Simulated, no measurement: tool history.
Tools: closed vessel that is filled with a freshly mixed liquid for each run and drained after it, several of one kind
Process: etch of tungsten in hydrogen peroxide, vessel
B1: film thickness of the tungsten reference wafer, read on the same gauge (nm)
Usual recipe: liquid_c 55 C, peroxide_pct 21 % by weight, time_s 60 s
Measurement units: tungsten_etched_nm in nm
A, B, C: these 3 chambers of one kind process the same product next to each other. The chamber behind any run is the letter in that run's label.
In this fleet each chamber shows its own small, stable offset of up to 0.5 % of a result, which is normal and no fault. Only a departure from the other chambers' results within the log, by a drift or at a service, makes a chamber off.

run 1A hour=4.9 | liquid_c=55 peroxide_pct=21 time_s=60 | B1=50.012 | tungsten_etched_nm=92.157
run 2B hour=10 | liquid_c=55 peroxide_pct=21 time_s=60 | B1=50.025 | tungsten_etched_nm=92.267
run 3C hour=16.4 | liquid_c=55 peroxide_pct=21 time_s=60 | B1=49.957 | tungsten_etched_nm=92.847
run 4B hour=23 | liquid_c=55 peroxide_pct=21 time_s=60 | B1=50.008 | tungsten_etched_nm=92.552
run 5A hour=27.1 | liquid_c=55 peroxide_pct=21 time_s=60 | B1=50.027 | tungsten_etched_nm=91.74
run 6C hour=31.6 | liquid_c=55 peroxide_pct=21 time_s=60 | B1=49.993 | tungsten_etched_nm=91.774
run 7B hour=35.9 | liquid_c=64.5 peroxide_pct=21 time_s=60 | B1=49.963 | tungsten_etched_nm=160.95
run 8A hour=41 | liquid_c=64.5 peroxide_pct=21 time_s=60 | B1=49.95 | tungsten_etched_nm=161.26
run 9C hour=45.2 | liquid_c=64.5 peroxide_pct=21 time_s=60 | B1=49.979 | tungsten_etched_nm=158.22
run 10B hour=51.5 | liquid_c=55 peroxide_pct=21 time_s=60 | B1=50.012 | tungsten_etched_nm=92.298
run 11C hour=55.6 | liquid_c=55 peroxide_pct=21 time_s=60 | B1=50.014 | tungsten_etched_nm=91.456
run 12A hour=61.6 | liquid_c=58 peroxide_pct=15 time_s=60 | B1=50.013 | tungsten_etched_nm=93.726
run 13A hour=67.4 | liquid_c=58 peroxide_pct=15 time_s=60 | B1=50.013 | tungsten_etched_nm=95.257
run 14B hour=72.8 | liquid_c=58 peroxide_pct=15 time_s=60 | B1=50.003 | tungsten_etched_nm=93.756
run 15C hour=77.9 | liquid_c=55 peroxide_pct=21 time_s=60 | B1=49.979 | tungsten_etched_nm=89.711
run 16A hour=83 | liquid_c=55 peroxide_pct=21 time_s=60 | B1=49.971 | tungsten_etched_nm=92.594
run 17B hour=88.9 | liquid_c=55 peroxide_pct=21 time_s=60 | B1=50.061 | tungsten_etched_nm=93.686
run 18C hour=92 | liquid_c=55 peroxide_pct=21 time_s=60 | B1=49.965 | tungsten_etched_nm=88.876
run 19A hour=98.6 | liquid_c=55 peroxide_pct=21 time_s=60 | B1=49.999 | tungsten_etched_nm=92.578
run 20B hour=103.3 | liquid_c=55 peroxide_pct=21 time_s=60 | B1=50.021 | tungsten_etched_nm=92.602
run 21C hour=106.4 | liquid_c=55 peroxide_pct=21 time_s=60 | B1=50.003 | tungsten_etched_nm=87.067
run 22A hour=111.3 | liquid_c=55 peroxide_pct=21 time_s=60 | B1=49.981 | tungsten_etched_nm=92.195
run 23C hour=114.6 | liquid_c=63 peroxide_pct=21 time_s=60 | B1=50.033 | tungsten_etched_nm=139.31
run 24B hour=121.1 | liquid_c=63 peroxide_pct=21 time_s=60 | B1=49.96 | tungsten_etched_nm=149.28
run 25B hour=124.3 | liquid_c=63 peroxide_pct=21 time_s=60 | B1=50.019 | tungsten_etched_nm=148.21
run 26A hour=127.3 | liquid_c=55 peroxide_pct=21 time_s=60 | B1=50.065 | tungsten_etched_nm=92.186
run 27C hour=132.2 | liquid_c=55 peroxide_pct=21 time_s=60 | B1=50.013 | tungsten_etched_nm=86.777
run 28B hour=138.5 | liquid_c=55 peroxide_pct=21 time_s=60 | B1=49.998 | tungsten_etched_nm=93.322

Next, all 3 chambers run the settings below, one line each with question marks for the results. What does each chamber give?
run 29A hour=143.3 | liquid_c=55 peroxide_pct=21 time_s=60 | tungsten_etched_nm=?
run 29B hour=143.3 | liquid_c=55 peroxide_pct=21 time_s=60 | tungsten_etched_nm=?
run 29C hour=143.3 | liquid_c=55 peroxide_pct=21 time_s=60 | tungsten_etched_nm=?

run=29A tungsten_etched_nm=95.034
run=29B tungsten_etched_nm=91.658
run=29C tungsten_etched_nm=85.899
